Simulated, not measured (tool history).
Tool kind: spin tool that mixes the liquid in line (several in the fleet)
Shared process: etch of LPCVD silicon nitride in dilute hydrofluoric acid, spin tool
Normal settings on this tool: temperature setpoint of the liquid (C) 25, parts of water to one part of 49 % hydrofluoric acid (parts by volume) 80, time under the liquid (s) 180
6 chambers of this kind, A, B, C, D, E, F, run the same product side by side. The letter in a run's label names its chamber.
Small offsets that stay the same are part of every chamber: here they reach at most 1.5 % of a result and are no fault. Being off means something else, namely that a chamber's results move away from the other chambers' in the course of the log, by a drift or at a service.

run,hour,temperature setpoint of the liquid (C),parts of water to one part of 49 % hydrofluoric acid (parts by volume),time under the liquid (s),hours since the thermometer was replaced,hours since the hydrofluoric acid flow meter was replaced,"read-back film thickness of the LPCVD silicon nitride reference wafer, read on the same gauge (nm)",thickness taken off the LPCVD silicon nitride on a monitor wafer (nm)
1F,5.6,25,80,180,904.8,525.5,130.00,1.2512
2E,10.7,25,80,180,703.7,388.9,130.01,1.2206
3B,15.0,25,80,180,1421.5,927.1,130.02,1.2468
4A,20.5,25,80,180,761.8,85.9,130.01,1.2177
5D,24.4,25,80,180,361.0,289.8,130.00,1.2144
6C,30.0,25,80,180,263.5,639.4,130.00,1.2081
7E,35.8,25,80,180,728.8,414.0,130.04,1.1701
8A,40.7,25,80,180,782.0,106.1,130.02,1.2309
9B,44.1,25,80,180,1450.6,956.2,130.01,1.2204
# hour 47.2: chamber B: hydrofluoric acid flow meter replaced
10C,47.3,25,80,180,280.8,656.7,130.01,1.2257
11D,51.3,25,80,180,387.9,316.7,130.00,1.2576
12F,54.1,25,80,180,953.3,574.0,130.01,1.2566
13A,59.7,25,80,180,801.0,125.1,130.00,1.1965
14B,64.4,25,80,180,1470.9,17.3,130.01,1.2233
15C,67.3,25,80,180,300.8,676.7,130.01,1.2056
16E,72.9,21,65,180,765.9,451.1,130.01,1.1442
17F,76.9,21,65,180,976.1,596.8,129.99,1.1734
18D,82.8,21,65,180,419.4,348.2,130.00,1.2071
19B,85.6,21,65,180,1492.1,38.5,130.04,1.1490
20C,89.4,21,65,180,322.9,698.8,130.00,1.1088
21F,95.1,21,65,180,994.3,615.0,130.03,1.2022
22D,99.9,25,80,180,436.5,365.3,129.99,1.2324
23A,104.3,25,80,180,845.6,169.7,130.00,1.2327
24E,110.3,25,80,180,803.3,488.5,130.01,1.2346
25A,116.4,25,80,180,857.7,181.8,130.02,1.1787
26B,119.6,25,80,180,1526.1,72.5,130.02,1.2486
27E,124.0,25,80,180,817.0,502.2,129.97,1.2543
28C,128.1,25,80,180,361.6,737.5,130.00,1.2266
29F,133.5,25,80,180,1032.7,653.4,130.03,1.3472
30D,139.4,25,80,180,476.0,404.8,129.99,1.2254
31F,144.7,25,80,180,1043.9,664.6,129.98,1.3356
32E,148.0,25,80,180,841.0,526.2,129.99,1.2245
33A,151.9,25,80,180,893.2,217.3,130.00,1.2356
34B,155.4,25,80,180,1561.9,108.3,129.99,1.2277
35C,158.7,25,80,180,392.2,768.1,130.02,1.2147
36D,164.8,25,80,180,501.4,430.2,129.99,1.2362
37A,168.4,25,80,180,909.7,233.8,130.00,1.2232
38C,172.1,25,80,180,405.6,781.5,130.01,1.2209
39D,175.7,25,80,180,512.3,441.1,130.00,1.2860

All chambers now run identical settings, listed one chamber a line with results as question marks. What results will each chamber show?
40A,180.2,25,80,255,,,,?
40B,180.2,25,80,255,,,,?
40C,180.2,25,80,255,,,,?
40D,180.2,25,80,255,,,,?
40E,180.2,25,80,255,,,,?
40F,180.2,25,80,255,,,,?

run,thickness taken off the LPCVD silicon nitride on a monitor wafer (nm)
40A,1.7828
40B,1.7407
40C,1.7816
40D,1.7456
40E,1.7101
40F,1.9132
